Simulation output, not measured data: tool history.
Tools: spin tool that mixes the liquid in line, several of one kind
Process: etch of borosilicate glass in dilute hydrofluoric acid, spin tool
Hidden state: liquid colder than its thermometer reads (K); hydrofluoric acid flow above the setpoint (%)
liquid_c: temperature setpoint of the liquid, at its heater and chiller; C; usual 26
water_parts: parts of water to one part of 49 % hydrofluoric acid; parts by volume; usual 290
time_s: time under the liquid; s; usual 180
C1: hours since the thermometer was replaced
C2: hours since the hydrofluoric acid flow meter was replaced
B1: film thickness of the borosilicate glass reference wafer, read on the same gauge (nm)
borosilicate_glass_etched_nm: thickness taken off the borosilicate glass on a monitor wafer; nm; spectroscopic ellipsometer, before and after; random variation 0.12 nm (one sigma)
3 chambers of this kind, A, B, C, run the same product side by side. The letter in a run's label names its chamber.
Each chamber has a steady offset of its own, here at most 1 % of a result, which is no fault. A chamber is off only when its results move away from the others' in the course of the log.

{"run": "1C", "day": 0.517, "liquid_c": 26, "water_parts": 290, "time_s": 180, "C1": 41.8, "C2": 233.2, "B1": 79.987, "borosilicate_glass_etched_nm": 12.037}
{"run": "2A", "day": 0.921, "liquid_c": 26, "water_parts": 290, "time_s": 180, "C1": 973.5, "C2": 169.0, "B1": 80.01, "borosilicate_glass_etched_nm": 12.009}
{"run": "3B", "day": 1.229, "liquid_c": 26, "water_parts": 290, "time_s": 180, "C1": 1180.7, "C2": 1393.0, "B1": 79.995, "borosilicate_glass_etched_nm": 11.968}
{"run": "4C", "day": 1.621, "liquid_c": 26, "water_parts": 290, "time_s": 180, "C1": 68.3, "C2": 259.7, "B1": 80.006, "borosilicate_glass_etched_nm": 12.083}
{"run": "5A", "day": 2.05, "liquid_c": 26, "water_parts": 290, "time_s": 180, "C1": 1000.6, "C2": 196.1, "B1": 80.021, "borosilicate_glass_etched_nm": 12.174}
{"run": "6B", "day": 2.358, "liquid_c": 26, "water_parts": 290, "time_s": 180, "C1": 1207.8, "C2": 1420.1, "B1": 79.981, "borosilicate_glass_etched_nm": 11.811}
{"run": "7C", "day": 2.783, "liquid_c": 26, "water_parts": 290, "time_s": 180, "C1": 96.2, "C2": 287.6, "B1": 79.996, "borosilicate_glass_etched_nm": 12.113}
{"run": "8B", "day": 3.179, "liquid_c": 26, "water_parts": 290, "time_s": 180, "C1": 1227.5, "C2": 1439.8, "B1": 79.969, "borosilicate_glass_etched_nm": 12.136}
{"run": "9A", "day": 3.688, "liquid_c": 26, "water_parts": 290, "time_s": 180, "C1": 1039.9, "C2": 235.4, "B1": 80.014, "borosilicate_glass_etched_nm": 12.083}
{"run": "10B", "day": 4.05, "liquid_c": 26, "water_parts": 290, "time_s": 265, "C1": 1248.4, "C2": 1460.7, "B1": 79.994, "borosilicate_glass_etched_nm": 17.484}
{"run": "11A", "day": 4.546, "liquid_c": 26, "water_parts": 290, "time_s": 265, "C1": 1060.5, "C2": 256.0, "B1": 79.987, "borosilicate_glass_etched_nm": 17.75}
{"run": "12C", "day": 4.9, "liquid_c": 26, "water_parts": 290, "time_s": 265, "C1": 147.0, "C2": 338.4, "B1": 80.038, "borosilicate_glass_etched_nm": 18.002}
{"run": "13C", "day": 5.338, "liquid_c": 26, "water_parts": 290, "time_s": 180, "C1": 157.5, "C2": 348.9, "B1": 80.011, "borosilicate_glass_etched_nm": 12.123}
{"run": "14A", "day": 5.746, "liquid_c": 26, "water_parts": 290, "time_s": 180, "C1": 1089.3, "C2": 284.8, "B1": 79.991, "borosilicate_glass_etched_nm": 12.116}
{"run": "15B", "day": 6.288, "liquid_c": 26, "water_parts": 290, "time_s": 180, "C1": 1302.1, "C2": 1514.4, "B1": 80.024, "borosilicate_glass_etched_nm": 11.958}
{"day": 6.629, "done": "chamber B: hydrofluoric acid flow meter replaced"}
{"run": "16B", "day": 6.633, "liquid_c": 26, "water_parts": 290, "time_s": 180, "C1": 1310.4, "C2": 0.2, "B1": 80.004, "borosilicate_glass_etched_nm": 12.179}
{"run": "17A", "day": 7.054, "liquid_c": 26, "water_parts": 410, "time_s": 180, "C1": 1120.7, "C2": 316.2, "B1": 80.022, "borosilicate_glass_etched_nm": 7.5993}
{"run": "18C", "day": 7.533, "liquid_c": 26, "water_parts": 410, "time_s": 180, "C1": 210.2, "C2": 401.6, "B1": 79.977, "borosilicate_glass_etched_nm": 7.8126}
{"run": "19A", "day": 7.9, "liquid_c": 26, "water_parts": 410, "time_s": 180, "C1": 1141.0, "C2": 336.5, "B1": 79.981, "borosilicate_glass_etched_nm": 7.7443}
{"run": "20C", "day": 8.454, "liquid_c": 26, "water_parts": 370, "time_s": 105, "C1": 232.3, "C2": 423.7, "B1": 79.993, "borosilicate_glass_etched_nm": 5.2179}
{"run": "21B", "day": 8.821, "liquid_c": 26, "water_parts": 370, "time_s": 105, "C1": 1362.9, "C2": 52.7, "B1": 79.983, "borosilicate_glass_etched_nm": 5.1118}
{"run": "22A", "day": 9.192, "liquid_c": 26, "water_parts": 370, "time_s": 105, "C1": 1172.0, "C2": 367.5, "B1": 79.991, "borosilicate_glass_etched_nm": 5.0628}
{"run": "23C", "day": 9.479, "liquid_c": 26, "water_parts": 290, "time_s": 180, "C1": 256.9, "C2": 448.3, "B1": 79.995, "borosilicate_glass_etched_nm": 12.452}
{"run": "24B", "day": 10.05, "liquid_c": 26, "water_parts": 290, "time_s": 180, "C1": 1392.4, "C2": 82.2, "B1": 80.016, "borosilicate_glass_etched_nm": 12.217}
{"run": "25C", "day": 10.604, "liquid_c": 26, "water_parts": 290, "time_s": 180, "C1": 283.9, "C2": 475.3, "B1": 80.043, "borosilicate_glass_etched_nm": 12.561}
{"run": "26B", "day": 10.962, "liquid_c": 26, "water_parts": 290, "time_s": 180, "C1": 1414.3, "C2": 104.1, "B1": 79.98, "borosilicate_glass_etched_nm": 12.113}
{"run": "27A", "day": 11.512, "liquid_c": 26, "water_parts": 290, "time_s": 180, "C1": 1227.7, "C2": 423.2, "B1": 79.975, "borosilicate_glass_etched_nm": 11.896}
{"run": "28C", "day": 11.854, "liquid_c": 26, "water_parts": 290, "time_s": 180, "C1": 313.9, "C2": 505.3, "B1": 79.991, "borosilicate_glass_etched_nm": 12.608}
{"run": "29B", "day": 12.242, "liquid_c": 26, "water_parts": 290, "time_s": 180, "C1": 1445.0, "C2": 134.8, "B1": 80.022, "borosilicate_glass_etched_nm": 11.997}
{"run": "30A", "day": 12.758, "liquid_c": 26, "water_parts": 290, "time_s": 180, "C1": 1257.6, "C2": 453.1, "B1": 79.98, "borosilicate_glass_etched_nm": 12.13}
{"run": "31B", "day": 13.175, "liquid_c": 26, "water_parts": 290, "time_s": 180, "C1": 1467.4, "C2": 157.2, "B1": 80.051, "borosilicate_glass_etched_nm": 11.972}
{"run": "32C", "day": 13.421, "liquid_c": 26, "water_parts": 290, "time_s": 180, "C1": 351.5, "C2": 542.9, "B1": 79.993, "borosilicate_glass_etched_nm": 12.917}
{"run": "33A", "day": 13.804, "liquid_c": 26, "water_parts": 290, "time_s": 180, "C1": 1282.7, "C2": 478.2, "B1": 79.987, "borosilicate_glass_etched_nm": 12.075}
{"run": "34A", "day": 14.15, "liquid_c": 26, "water_parts": 290, "time_s": 180, "C1": 1291.0, "C2": 486.5, "B1": 79.991, "borosilicate_glass_etched_nm": 12.308}
{"run": "35B", "day": 14.533, "liquid_c": 26, "water_parts": 290, "time_s": 180, "C1": 1500.0, "C2": 189.8, "B1": 79.972, "borosilicate_glass_etched_nm": 11.962}
{"run": "36C", "day": 15.012, "liquid_c": 26, "water_parts": 290, "time_s": 180, "C1": 389.7, "C2": 581.1, "B1": 80.024, "borosilicate_glass_etched_nm": 13.029}
{"day": 15.242, "done": "chamber B: thermometer replaced"}
{"run": "37B", "day": 15.388, "liquid_c": 26, "water_parts": 290, "time_s": 180, "C1": 3.5, "C2": 210.3, "B1": 80.008, "borosilicate_glass_etched_nm": 12.129}

All 3 chambers run these settings next. Forecast each chamber's results:
{"run": "38A", "day": 15.8, "liquid_c": 26, "water_parts": 290, "time_s": 180, "borosilicate_glass_etched_nm": "?"}
{"run": "38B", "day": 15.8, "liquid_c": 26, "water_parts": 290, "time_s": 180, "borosilicate_glass_etched_nm": "?"}
{"run": "38C", "day": 15.8, "liquid_c": 26, "water_parts": 290, "time_s": 180, "borosilicate_glass_etched_nm": "?"}

run=38A borosilicate_glass_etched_nm=12.0120
run=38B borosilicate_glass_etched_nm=11.9730
run=38C borosilicate_glass_etched_nm=13.3490
